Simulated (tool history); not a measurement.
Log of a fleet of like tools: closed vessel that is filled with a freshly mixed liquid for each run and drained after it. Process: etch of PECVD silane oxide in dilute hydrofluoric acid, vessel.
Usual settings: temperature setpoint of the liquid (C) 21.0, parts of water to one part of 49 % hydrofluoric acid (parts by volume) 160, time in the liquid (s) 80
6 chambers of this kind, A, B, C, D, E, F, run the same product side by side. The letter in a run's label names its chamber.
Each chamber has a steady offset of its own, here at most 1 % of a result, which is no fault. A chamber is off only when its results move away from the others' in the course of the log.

run,day,temperature setpoint of the liquid (C),parts of water to one part of 49 % hydrofluoric acid (parts by volume),time in the liquid (s),"read-back film thickness of the PECVD silane oxide reference wafer, read on the same gauge (nm)",thickness taken off the PECVD silane oxide on a monitor wafer (angstrom)
1E,0.158,21.0,160,80,60.034,122.10
2A,0.467,21.0,160,80,60.002,122.23
3D,0.658,21.0,160,80,60.018,122.35
4F,0.875,21.0,160,80,60.009,122.20
5B,1.112,21.0,160,80,60.024,124.51
6C,1.333,21.0,160,80,59.999,122.63
7C,1.592,21.0,160,80,60.001,123.15
8B,1.817,21.0,160,80,59.991,122.75
9A,2.100,21.0,160,80,60.029,121.62
10E,2.396,21.0,160,80,60.015,120.11
11F,2.567,23.5,115,80,59.988,198.04
12D,2.892,23.5,115,80,60.021,193.18
13F,3.125,23.5,115,80,59.968,197.38
14D,3.325,23.5,115,80,59.982,194.49
# day 3.362: chamber B: thermometer replaced
15A,3.612,23.5,115,80,60.003,196.83
16E,3.854,23.5,115,80,60.008,198.23
17C,4.021,21.0,160,80,60.015,120.68
18B,4.279,21.0,160,80,60.002,123.86
19B,4.596,21.0,160,80,59.959,123.43
20F,4.808,21.0,160,80,60.012,121.24
21A,5.038,21.0,160,80,59.972,118.09
22D,5.292,21.0,160,80,60.017,122.39
23C,5.562,21.0,160,80,59.979,121.90
24E,5.888,21.0,160,80,59.996,121.87
25E,6.150,21.0,160,80,60.005,121.80
26D,6.362,21.0,160,80,60.002,121.27
27A,6.575,21.0,160,80,60.000,115.15
28C,6.804,24.5,90,80,60.000,277.06
29F,6.962,24.5,90,80,60.013,268.82
30B,7.229,24.5,90,80,60.016,271.38
31C,7.375,24.5,90,80,59.996,274.69
32D,7.662,24.5,90,80,59.969,267.15
33F,7.854,24.5,90,80,60.021,272.82
34A,8.158,21.0,160,80,60.057,111.41
35E,8.367,21.0,160,80,59.999,123.04
36B,8.621,17.5,160,80,59.979,107.05
37F,8.775,17.5,160,80,60.046,104.33
38D,8.983,17.5,160,80,60.030,105.73

Is one chamber off against the others, does the gauge drift, or is nothing wrong? If a chamber is off, say which, and what the likeliest cause is.

Chamber A drifts away from the others.
Cause: liquid colder than its thermometer reads (K) = 2.62.
The log may not tell that from: hydrofluoric acid flow below the setpoint (%).

Here are 4 candidates for chamber A's next run, each the usual settings with a change, their results left as question marks. Which one brings its results back in line with what the others give on the usual settings?
In line means no further than this from the other chambers' mean on the usual settings: thickness taken off the PECVD silane oxide on a monitor wafer (angstrom) 3.100
39A-1,9.217,20.5,185,80,,?
39A-2,9.217,21.0,175,80,,?
39A-3,9.217,21.0,145,80,,?
39A-4,9.217,21.0,150,90,,?

The other chambers' mean on the usual settings: thickness taken off the PECVD silane oxide on a monitor wafer (angstrom) 122.410
run,thickness taken off the PECVD silane oxide on a monitor wafer (angstrom)
39A-1,90.535
39A-2,98.586
39A-3,122.780
39A-4,132.820
39A-3 brings the chamber back in line.

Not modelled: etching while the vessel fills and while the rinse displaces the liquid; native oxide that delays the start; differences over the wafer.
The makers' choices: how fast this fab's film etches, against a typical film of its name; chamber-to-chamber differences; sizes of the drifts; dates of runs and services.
